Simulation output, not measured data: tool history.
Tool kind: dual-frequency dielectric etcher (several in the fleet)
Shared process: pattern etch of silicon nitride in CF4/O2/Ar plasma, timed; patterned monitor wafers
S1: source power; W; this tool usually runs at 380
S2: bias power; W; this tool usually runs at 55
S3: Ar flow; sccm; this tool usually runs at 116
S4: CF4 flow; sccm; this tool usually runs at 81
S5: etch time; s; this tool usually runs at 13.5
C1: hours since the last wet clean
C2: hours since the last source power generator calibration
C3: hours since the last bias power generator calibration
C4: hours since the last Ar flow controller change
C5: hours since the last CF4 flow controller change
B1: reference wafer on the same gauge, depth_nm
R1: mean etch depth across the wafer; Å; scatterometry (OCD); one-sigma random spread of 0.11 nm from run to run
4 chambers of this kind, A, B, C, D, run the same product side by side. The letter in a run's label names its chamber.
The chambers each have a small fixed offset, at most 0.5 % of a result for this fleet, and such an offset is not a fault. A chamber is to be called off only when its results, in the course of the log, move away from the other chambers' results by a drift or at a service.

run,hour,S1,S2,S3,S4,S5,C1,C2,C3,C4,C5,B1,R1
# hour 5.3: chamber D: wet clean of the chamber
# hour 6.4: chamber A: Ar flow controller replaced
1D,8.3,380,55,116,81,13.5,3.1,2951.1,3161.5,2210.9,2367.9,20.528,201.14
2C,22.3,380,55,116,81,13.5,44.6,794.4,1346.2,413,2514.1,20.508,201.41
3B,34.9,380,55,116,81,13.5,446.6,2389.1,2087.7,3448.4,427.5,20.492,200.78
4A,48.7,380,55,116,81,13.5,99.2,2809.7,1105.4,42.3,1405.9,20.509,202.18
5B,63.8,380,55,116,81,13.5,475.5,2418,2116.6,3477.3,456.4,20.483,199.68
6D,78.3,380,55,116,81,13.5,73.1,3021.1,3231.5,2280.9,2437.9,20.491,203.68
7C,88.3,380,55,116,81,13.5,110.6,860.4,1412.2,479,2580.1,20.533,199.33
# hour 96.4: chamber B: wet clean of the chamber
8A,97.4,380,55,116,81,13.5,147.9,2858.4,1154.1,91,1454.6,20.527,201.71
9D,108,380,55,116,93,13.5,102.8,3050.8,3261.2,2310.6,2467.6,20.514,206.75
10B,116.7,380,55,116,93,13.5,20.4,2470.9,2169.5,3530.2,509.3,20.502,205.88
11A,126.1,380,55,116,93,13.5,176.6,2887.1,1182.8,119.7,1483.3,20.492,202.54
12C,133.6,380,55,116,93,13.5,155.9,905.7,1457.5,524.3,2625.4,20.508,204.01
13B,141.1,380,55,116,81,13.5,44.8,2495.3,2193.9,3554.6,533.7,20.514,199.77
14C,150.1,380,55,116,81,13.5,172.4,922.2,1474,540.8,2641.9,20.496,200.48
15D,165.1,380,55,116,81,13.5,159.9,3107.9,3318.3,2367.7,2524.7,20.522,202.82
16A,176.5,380,55,116,81,13.5,227,2937.5,1233.2,170.1,1533.7,20.507,197.5
17D,191.7,380,55,116,81,13.5,186.5,3134.5,3344.9,2394.3,2551.3,20.511,203.64
18C,207,380,55,116,81,13.5,229.3,979.1,1530.9,597.7,2698.8,20.514,199.65
19B,217.9,380,55,116,81,13.5,121.6,2572.1,2270.7,3631.4,610.5,20.494,201.27
20A,231.3,380,55,116,81,13.5,281.8,2992.3,1288,224.9,1588.5,20.489,198.49
# hour 233.9: chamber D: source power generator calibrated
21A,246.3,380,55,116,81,13.5,296.8,3007.3,1303,239.9,1603.5,20.486,199.52
22D,258.6,380,55,116,81,13.5,253.4,24.8,3411.8,2461.2,2618.2,20.519,201.86
23B,267,380,55,116,81,13.5,170.7,2621.2,2319.8,3680.5,659.6,20.495,200.62
# hour 274.4: chamber C: CF4 flow controller replaced
24C,274.6,380,55,116,81,13.5,296.9,1046.7,1598.5,665.3,0.2,20.508,200.66
25A,290.1,380,55,116,81,13.5,340.6,3051.1,1346.8,283.7,1647.3,20.49,198.87
26D,303.6,380,55,116,81,13.5,298.4,69.8,3456.8,2506.2,2663.2,20.518,199.97
27C,314.7,380,55,116,81,13.5,337,1086.8,1638.6,705.4,40.3,20.49,200.06
28B,324.8,380,55,116,81,13.5,228.5,2679,2377.6,3738.3,717.4,20.483,202.76
29B,336.3,380,55,116,81,13.5,240,2690.5,2389.1,3749.8,728.9,20.479,200.78
30A,350.9,380,55,116,81,13.5,401.4,3111.9,1407.6,344.5,1708.1,20.505,200.7
31D,363.1,380,55,102,81,13.5,357.9,129.3,3516.3,2565.7,2722.7,20.488,204.61

Each of the 4 chambers runs these same settings next. Fill in every chamber's results:
32A,374.2,330,55,116,81,13.5,,,,,,,?
32B,374.2,330,55,116,81,13.5,,,,,,,?
32C,374.2,330,55,116,81,13.5,,,,,,,?
32D,374.2,330,55,116,81,13.5,,,,,,,?

run,R1
32A,177.67
32B,178.34
32C,176.89
32D,179.69
